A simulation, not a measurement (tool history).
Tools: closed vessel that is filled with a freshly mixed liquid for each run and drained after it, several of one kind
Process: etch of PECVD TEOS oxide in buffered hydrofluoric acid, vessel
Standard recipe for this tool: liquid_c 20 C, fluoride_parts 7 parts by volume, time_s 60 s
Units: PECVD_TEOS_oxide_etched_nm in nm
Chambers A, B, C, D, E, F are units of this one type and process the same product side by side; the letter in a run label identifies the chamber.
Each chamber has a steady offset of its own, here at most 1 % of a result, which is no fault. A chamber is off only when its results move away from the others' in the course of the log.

run    day  liquid_c  fluoride_parts  time_s  read-back film thickness of the PECVD TEOS oxide reference wafer, read on the same gauge (nm)  PECVD_TEOS_oxide_etched_nm
 1E  0.271        20               7      60                                                                                         120.01                      231.99
 2B  0.446        20               7      60                                                                                         120.01                      228.89
 3A   0.65        20               7      60                                                                                         119.98                      232.48
 4C  0.821        20               7      60                                                                                         120.03                      232.75
     0.904  -- chamber D: hydrofluoric acid flow meter replaced
 5D   1.05        20               7      60                                                                                         120.01                      231.76
 6F  1.196        20               7      60                                                                                         120.01                      232.03
 7B   1.45        20             8.5      60                                                                                            120                      188.12
 8F  1.633        20             8.5      60                                                                                         119.96                      186.94
 9E  1.875        20             8.5      60                                                                                         119.99                      188.03
10A  2.142        20             8.5      60                                                                                         120.03                      191.21
11C  2.288        20             8.5      60                                                                                         120.02                      188.06
12D  2.475        20             8.5      60                                                                                            120                       187.1
13D    2.7        20               7      60                                                                                         120.03                      230.52
14C  2.904        20               7      60                                                                                         119.96                      230.56
15B  3.154        20               7      60                                                                                         119.98                      231.85
16E  3.329        20               7      60                                                                                         120.01                      232.51
17F  3.579        20               7      60                                                                                         119.99                      237.99
     3.708  -- chamber A: thermometer replaced
18A  3.767        20               7      60                                                                                         120.01                      232.19
19B  3.958        20               7      60                                                                                         119.99                      234.58
20A  4.229        20               7      60                                                                                         119.99                      235.83
21D  4.438        20               7      60                                                                                         120.01                      242.67
     4.492  -- chamber A: hydrofluoric acid flow meter replaced
22F  4.608        20               7      60                                                                                         119.97                      234.15
23C  4.817        20               7      40                                                                                         120.02                      150.59
24E  5.054        20               7      40                                                                                            120                      158.89
25D  5.183        20               7      40                                                                                         119.97                      164.06
26A  5.358        20               7      40                                                                                         120.01                      157.67
27C  5.579        20               7      40                                                                                         119.99                      154.18
28F  5.704        20               7      40                                                                                         119.99                      158.44
29B  5.925        20               7      60                                                                                         120.02                      230.56
30E  6.062      24.5               7      60                                                                                         120.04                       298.5
31B  6.292      24.5               7      60                                                                                            120                      297.54
32E  6.521      24.5               7      60                                                                                         120.03                      299.09
33F  6.733      24.5               7      60                                                                                            120                      300.77
34A   6.95      24.5               7      60                                                                                         119.98                      300.89
35C  7.112      24.5               7      60                                                                                         120.03                      295.09
36D  7.325        20               7      60                                                                                         120.03                      254.94

Next, all 6 chambers run the settings below, one line each with question marks for the results. What does each chamber give?
37A  7.529        20               7      60                                                                                                                          ?
37B  7.529        20               7      60                                                                                                                          ?
37C  7.529        20               7      60                                                                                                                          ?
37D  7.529        20               7      60                                                                                                                          ?
37E  7.529        20               7      60                                                                                                                          ?
37F  7.529        20               7      60                                                                                                                          ?

run  PECVD_TEOS_oxide_etched_nm
37A                      236.07
37B                      234.47
37C                      231.14
37D                      252.98
37E                      235.14
37F                      232.57
